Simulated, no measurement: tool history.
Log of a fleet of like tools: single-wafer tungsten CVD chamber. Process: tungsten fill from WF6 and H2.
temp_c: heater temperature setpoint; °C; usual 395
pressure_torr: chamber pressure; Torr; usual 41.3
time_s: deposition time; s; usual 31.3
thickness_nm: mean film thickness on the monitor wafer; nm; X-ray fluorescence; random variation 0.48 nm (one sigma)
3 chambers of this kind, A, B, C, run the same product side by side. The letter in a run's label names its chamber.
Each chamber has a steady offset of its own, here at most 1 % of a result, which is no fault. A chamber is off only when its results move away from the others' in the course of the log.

run,hour,temp_c,pressure_torr,time_s,hours since the last thermocouple change,hours since the last manometer calibration,"read-back reference wafer on the same gauge, thickness_nm",thickness_nm
1C,3.2,395,41.3,31.3,338.7,601.4,88.075,96.828
2B,8.0,395,41.3,31.3,1856.4,445.7,88.137,96.353
3A,12.0,395,41.3,31.3,484.7,210.3,88.155,96.910
4A,15.2,395,41.3,31.3,487.9,213.5,88.217,97.252
5B,18.7,395,41.3,31.3,1867.1,456.4,87.980,96.639
6C,22.0,395,41.3,31.3,357.5,620.2,88.021,96.590
7C,25.8,395,41.3,31.3,361.3,624.0,88.020,96.586
8A,28.8,395,41.3,31.3,501.5,227.1,88.036,97.745
9B,31.7,395,41.3,31.3,1880.1,469.4,88.025,97.018
10C,36.0,395,41.3,31.3,371.5,634.2,88.107,96.811
11A,38.5,395,41.3,31.3,511.2,236.8,88.030,96.681
12B,41.3,395,41.3,31.3,1889.7,479.0,88.048,97.349
13A,45.4,395,41.3,31.3,518.1,243.7,87.999,96.955
14B,49.0,395,41.3,31.3,1897.4,486.7,88.145,97.547
15C,52.1,395,41.3,31.3,387.6,650.3,88.087,97.580
16A,56.0,395,41.3,31.3,528.7,254.3,88.057,97.840
# hour 57.7: chamber B: thermocouple changed; heater temperature recalibrated
17C,59.7,395,41.3,31.3,395.2,657.9,88.234,96.974
18B,63.1,395,41.3,31.3,5.4,500.8,88.144,100.400
19A,65.6,395,41.3,31.3,538.3,263.9,88.058,97.294
20C,69.0,395,41.3,31.3,404.5,667.2,88.174,97.926
21B,72.5,395,41.3,31.3,14.8,510.2,88.209,100.650
22A,77.0,395,41.3,31.3,549.7,275.3,88.120,97.083
23B,80.0,395,34.8,31.3,22.3,517.7,88.031,92.337
24C,85.0,395,34.8,31.3,420.5,683.2,87.989,89.833
25C,88.6,395,34.8,31.3,424.1,686.8,88.056,88.484
26A,93.2,395,41.3,31.3,565.9,291.5,88.280,96.578
27B,97.2,395,41.3,31.3,39.5,534.9,88.091,99.362
28C,100.9,395,41.3,31.3,436.4,699.1,88.091,96.325
29B,104.5,400,41.3,31.3,46.8,542.2,88.038,109.540
30A,109.6,400,41.3,31.3,582.3,307.9,88.150,106.420

All 3 chambers run these settings next. Forecast each chamber's results:
31A,113.3,395,41.3,26.0,,,,?
31B,113.3,395,41.3,26.0,,,,?
31C,113.3,395,41.3,26.0,,,,?

run,thickness_nm
31A,80.804
31B,83.073
31C,80.298
